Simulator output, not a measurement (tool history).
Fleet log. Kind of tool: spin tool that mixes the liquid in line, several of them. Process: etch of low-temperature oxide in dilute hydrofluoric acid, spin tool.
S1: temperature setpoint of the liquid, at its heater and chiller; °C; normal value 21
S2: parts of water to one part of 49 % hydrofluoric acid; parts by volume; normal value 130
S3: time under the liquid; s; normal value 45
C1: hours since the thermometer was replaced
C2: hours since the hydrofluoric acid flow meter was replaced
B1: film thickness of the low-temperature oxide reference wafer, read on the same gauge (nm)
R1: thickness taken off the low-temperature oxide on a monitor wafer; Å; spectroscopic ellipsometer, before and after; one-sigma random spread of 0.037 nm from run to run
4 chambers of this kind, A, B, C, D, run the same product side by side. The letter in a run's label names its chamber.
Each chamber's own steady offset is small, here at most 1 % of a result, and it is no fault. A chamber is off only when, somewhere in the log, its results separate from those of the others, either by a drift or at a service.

run,hour,S1,S2,S3,C1,C2,B1,R1
1D,7.4,21,130,45,851.8,95.6,69.994,47.378
2C,16.4,21,130,45,1091.2,707.5,69.986,46.571
3B,23.3,21,130,45,1150.8,339.4,69.983,46.984
4A,32,21,130,45,689,1117,70.018,46.539
5D,39.7,21,130,45,884.1,127.9,69.975,47.93
6C,44.5,21,130,55,1119.3,735.6,70.003,57.486
7A,49.9,21,130,55,706.9,1134.9,70.035,57.102
8B,55.8,21,130,55,1183.3,371.9,70.009,57.326
9D,61,21,130,55,905.4,149.2,70.011,56.881
10B,67.6,21,130,45,1195.1,383.7,69.995,47.926
11A,73.2,21,130,45,730.2,1158.2,69.97,47.574
12C,80.6,21,130,45,1155.4,771.7,70.008,46.858
13D,86.6,21,130,45,931,174.8,70.032,47.291
# hour 88.1: chamber A: hydrofluoric acid flow meter replaced
14C,95.1,21,130,45,1169.9,786.2,70.01,47.053
15A,99.7,21,130,45,756.7,11.7,70.024,47.187
16B,109.2,21,130,45,1236.7,425.3,70.008,49.741
17D,117.9,19,130,55,962.3,206.1,69.997,53.538
18C,122.4,19,130,55,1197.2,813.5,70.037,52.728
19B,128.7,19,130,55,1256.2,444.8,70.011,56.31
20A,134.5,19,130,55,791.5,46.5,70.016,52.931
21C,139.1,21,130,55,1213.9,830.2,69.991,56.771
22D,143.4,21,130,55,987.8,231.6,69.994,58.354
23A,148.4,21,130,55,805.4,60.4,70.004,56.665
24B,155.1,21,130,55,1282.6,471.2,70.003,61.351

Next, every chamber runs the same settings. What will each give?
25A,162.1,21,185,45,,,,?
25B,162.1,21,185,45,,,,?
25C,162.1,21,185,45,,,,?
25D,162.1,21,185,45,,,,?

run,R1
25A,31.155
25B,33.671
25C,30.526
25D,31.434
